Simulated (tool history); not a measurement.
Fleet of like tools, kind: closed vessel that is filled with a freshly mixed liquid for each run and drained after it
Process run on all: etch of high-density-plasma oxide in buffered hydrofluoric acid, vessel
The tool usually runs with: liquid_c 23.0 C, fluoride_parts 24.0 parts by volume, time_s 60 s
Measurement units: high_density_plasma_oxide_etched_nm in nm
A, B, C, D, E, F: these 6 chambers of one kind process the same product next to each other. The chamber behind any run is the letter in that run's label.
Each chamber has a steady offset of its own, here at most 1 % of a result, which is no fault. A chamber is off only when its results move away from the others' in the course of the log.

run	hour	liquid_c	fluoride_parts	time_s	hours since the thermometer was replaced	hours since the hydrofluoric acid flow meter was replaced	read-back film thickness of the high-density-plasma oxide reference wafer, read on the same gauge (nm)	high_density_plasma_oxide_etched_nm
1B	3.6	23.0	24.0	60	1209.0	894.9	99.988	43.065
2F	8.8	23.0	24.0	60	22.0	784.6	99.978	42.679
3C	11.9	23.0	24.0	60	1808.7	274.0	99.993	42.651
4A	15.0	23.0	24.0	60	1321.5	946.6	100.020	42.698
5D	19.9	23.0	24.0	60	706.0	628.8	100.010	42.597
6E	23.2	23.0	24.0	60	551.8	203.7	99.998	42.970
7D	28.7	23.0	24.0	60	714.8	637.6	100.020	42.592
# hour 32.8: chamber D: hydrofluoric acid flow meter replaced
8C	33.2	23.0	24.0	60	1830.0	295.3	99.991	42.939
9B	36.0	23.0	24.0	60	1241.4	927.3	100.000	42.548
10E	39.4	23.0	30.0	30	568.0	219.9	99.992	18.483
# hour 40.8: chamber A: hydrofluoric acid flow meter replaced
11F	42.5	23.0	30.0	30	55.7	818.3	99.994	18.142
12A	47.4	23.0	30.0	30	1353.9	6.6	99.989	18.441
13B	50.7	23.0	30.0	30	1256.1	942.0	100.020	18.215
14F	53.4	23.0	30.0	30	66.6	829.2	100.010	18.238
15A	59.4	23.0	30.0	30	1365.9	18.6	99.999	18.492
16E	62.3	23.0	24.0	60	590.9	242.8	99.987	42.938
17D	67.9	23.0	24.0	75	754.0	35.1	100.020	53.650
18C	72.5	23.0	24.0	75	1869.3	334.6	99.988	53.398
19A	77.6	23.0	24.0	75	1384.1	36.8	100.000	54.086
20F	80.3	23.0	24.0	75	93.5	856.1	99.989	53.205
21C	82.9	23.0	24.0	75	1879.7	345.0	100.020	52.850
22B	88.4	23.0	24.0	75	1293.8	979.7	99.993	52.205
23D	92.9	23.0	24.0	60	779.0	60.1	100.020	43.009
24E	95.7	23.0	24.0	60	624.3	276.2	100.000	43.106
25F	101.2	23.0	24.0	60	114.4	877.0	100.000	42.907
26C	105.7	23.0	24.0	60	1902.5	367.8	99.982	42.734
27B	108.4	27.5	24.0	40	1313.8	999.7	100.010	35.186
28E	112.5	27.5	24.0	40	641.1	293.0	99.993	36.637
29A	116.2	27.5	24.0	40	1422.7	75.4	99.997	36.317
30D	120.5	27.5	24.0	40	806.6	87.7	100.020	36.202
31C	125.8	27.5	24.0	40	1922.6	387.9	100.000	36.493
32A	129.0	27.5	24.0	40	1435.5	88.2	100.020	36.531
# hour 131.0: chamber D: thermometer replaced
33F	135.0	23.0	24.0	60	148.2	910.8	100.010	42.397
34B	140.1	23.0	24.0	60	1345.5	1031.4	99.979	41.454
35E	143.2	23.0	24.0	60	671.8	323.7	100.000	43.122
36D	146.8	23.0	18.5	85	15.9	114.0	100.010	74.268
37A	151.7	23.0	18.5	85	1458.2	110.9	99.984	74.661

All chambers now run identical settings, listed one chamber a line with results as question marks. What results will each chamber show?
38A	156.0	23.0	24.0	60				?
38B	156.0	23.0	24.0	60				?
38C	156.0	23.0	24.0	60				?
38D	156.0	23.0	24.0	60				?
38E	156.0	23.0	24.0	60				?
38F	156.0	23.0	24.0	60				?

run	high_density_plasma_oxide_etched_nm
38A	43.502
38B	40.615
38C	42.398
38D	43.432
38E	42.938
38F	42.950
